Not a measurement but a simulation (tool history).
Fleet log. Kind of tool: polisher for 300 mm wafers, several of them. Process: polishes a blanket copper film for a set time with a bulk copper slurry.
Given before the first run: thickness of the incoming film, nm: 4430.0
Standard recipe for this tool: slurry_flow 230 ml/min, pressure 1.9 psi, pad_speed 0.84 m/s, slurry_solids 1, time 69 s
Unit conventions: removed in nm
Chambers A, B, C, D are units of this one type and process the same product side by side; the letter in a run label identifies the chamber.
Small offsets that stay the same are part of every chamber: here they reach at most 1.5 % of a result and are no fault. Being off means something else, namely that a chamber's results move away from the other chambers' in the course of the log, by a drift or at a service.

run,hour,slurry_flow,pressure,pad_speed,slurry_solids,time,removed
1B,10.9,230,1.9,0.84,1,69,308.04
2D,21.3,230,1.9,0.84,1,69,306.97
# hour 26.1: chamber B: worn pad replaced by a new one
# hour 31.5: chamber D: slurry blender recalibrated
# hour 33.9: chamber A: worn pad replaced by a new one
3A,37.2,230,1.9,0.84,1,69,301.63
4C,48.6,230,1.9,0.84,1,69,307.05
# hour 49.7: chamber A: slurry blender recalibrated
# hour 50.6: chamber A: slurry nozzle cleaned
5B,64.5,230,1.9,0.84,1,69,309.14
# hour 69.3: chamber D: worn pad replaced by a new one
6D,78.2,230,1.9,0.84,1,69,311.51
# hour 81.4: chamber C: slurry blender recalibrated
# hour 83.7: chamber B: worn pad replaced by a new one
7A,86.9,230,1.9,0.84,1,60,266.55
# hour 98.1: chamber A: worn pad replaced by a new one
8C,100.3,230,1.9,0.84,1,60,265.96
9C,110.6,230,1.9,0.84,1,60,263.93
10B,123.3,230,1.9,0.84,1,60,271.77
# hour 125.7: chamber C: slurry nozzle cleaned
# hour 137.1: chamber B: worn pad replaced by a new one
11A,138.4,230,1.9,0.84,1,69,302.02
# hour 139.3: chamber D: slurry blender recalibrated
12D,151.6,230,1.9,0.58,1,69,211.46
13C,162.1,230,1.9,0.58,1,69,209.01
# hour 171.2: chamber A: worn pad replaced by a new one
14B,171.4,230,1.9,0.58,1,69,217.67
15A,179.4,230,1.9,0.58,1,69,209.57
# hour 187.3: chamber B: slurry blender recalibrated
# hour 190.1: chamber D: worn pad replaced by a new one
16D,193.1,230,1.9,0.84,1,69,313.3
# hour 193.5: chamber B: worn pad replaced by a new one
17D,201.6,230,1.9,0.84,1,69,305.67
18C,216.1,230,1.9,0.84,1,69,289.34
19A,223.6,230,1.9,0.84,1,69,300.59
# hour 228: chamber D: slurry nozzle cleaned
# hour 228.1: chamber B: head pressure recalibrated
20B,234.9,230,1.9,0.84,1,69,312.66
# hour 235.3: chamber D: head pressure recalibrated
# hour 240.4: chamber A: worn pad replaced by a new one
21D,243.1,230,1.9,0.84,1,69,309.52
22B,254.1,230,1.9,0.84,1,69,313.4
23A,268.6,230,1.9,0.84,1,69,302.64
24C,283.6,230,1.9,0.84,1,69,291.53

The same settings go to every chamber for the next run, one line per chamber below. Forecast the results for each:
25A,295.1,230,1.9,0.84,1,69,?
25B,295.1,230,1.9,0.84,1,69,?
25C,295.1,230,1.9,0.84,1,69,?
25D,295.1,230,1.9,0.84,1,69,?

run,removed
25A,304.54
25B,313.54
25C,286.06
25D,306.36
